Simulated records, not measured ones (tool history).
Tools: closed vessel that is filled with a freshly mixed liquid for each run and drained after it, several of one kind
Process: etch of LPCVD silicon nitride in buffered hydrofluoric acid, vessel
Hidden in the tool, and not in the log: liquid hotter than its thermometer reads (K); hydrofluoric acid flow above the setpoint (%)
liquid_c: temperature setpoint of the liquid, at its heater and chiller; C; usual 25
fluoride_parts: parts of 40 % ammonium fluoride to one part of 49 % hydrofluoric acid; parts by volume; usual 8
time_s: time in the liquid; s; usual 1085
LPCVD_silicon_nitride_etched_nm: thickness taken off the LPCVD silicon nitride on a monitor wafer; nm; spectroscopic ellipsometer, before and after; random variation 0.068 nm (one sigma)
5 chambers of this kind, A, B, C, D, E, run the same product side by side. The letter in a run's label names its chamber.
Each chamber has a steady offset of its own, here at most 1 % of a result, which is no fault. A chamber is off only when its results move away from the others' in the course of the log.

run	hour	liquid_c	fluoride_parts	time_s	hours since the thermometer was replaced	hours since the hydrofluoric acid flow meter was replaced	read-back film thickness of the LPCVD silicon nitride reference wafer, read on the same gauge (nm)	LPCVD_silicon_nitride_etched_nm
1B	5.5	25	8	1085	300.4	548.9	40	20.548
2E	12.2	25	8	1085	172.4	560.8	39.998	20.593
3C	18.5	25	8	1085	310.9	2005	40.011	20.408
4A	24.5	25	8	1085	228.7	1486.8	40.015	20.497
5D	31.7	25	8	1085	198	476.3	40.022	20.527
# hour 34.2: chamber C: hydrofluoric acid flow meter replaced
6D	36.4	25	8	1085	202.7	481	39.99	20.536
7B	43.1	25	8	855	338	586.5	39.993	16.254
8C	47.6	25	8	855	340	13.4	40.001	16.002
9A	53.8	25	8	855	258	1516.1	40.005	16.223
10E	58.3	25	8	855	218.5	606.9	40.026	16.209
11B	63.2	25	8	855	358.1	606.6	40.006	16.298
12D	68.7	25	8	1085	235	513.3	39.956	20.632
13C	74.7	22	8	1085	367.1	40.5	40.016	17.531
14E	79.4	22	8	1085	239.6	628	40.02	17.402
15A	84.9	22	8	1085	289.1	1547.2	40.006	17.444
16A	91.6	22	8	1085	295.8	1553.9	39.995	17.412
17E	99.2	22	8	1085	259.4	647.8	40.001	17.566
18C	103	25	7	1465	395.4	68.8	39.979	31.84
19D	106.4	25	7	1465	272.7	551	39.997	32.249
20B	112.2	25	7	1465	407.1	655.6	40.064	32.608
21C	118.7	25	7	1465	411.1	84.5	39.993	31.879
22B	124.3	25	7	1465	419.2	667.7	39.999	32.561
23E	128.9	25	8	1085	289.1	677.5	40.006	20.655
24D	133.1	25	8	1085	299.4	577.7	39.962	20.596
25A	140.1	25	8	1085	344.3	1602.4	39.985	20.542
26B	143.9	25	8	1085	438.8	687.3	40.016	21.14
27C	149.1	25	8	1085	441.5	114.9	39.999	20.282
28D	153.1	25	8	1410	319.4	597.7	40.003	26.722
29A	160.3	25	8	1410	364.5	1622.6	39.983	26.59
30E	164.2	25	8	1410	324.4	712.8	40.049	26.649
31A	171.3	25	8	1410	375.5	1633.6	40.022	26.731

Next, every chamber runs the same settings. What will each give?
32A	176.8	22.5	8	1085				?
32B	176.8	22.5	8	1085				?
32C	176.8	22.5	8	1085				?
32D	176.8	22.5	8	1085				?
32E	176.8	22.5	8	1085				?

run	LPCVD_silicon_nitride_etched_nm
32A	17.978
32B	18.621
32C	17.876
32D	17.837
32E	18
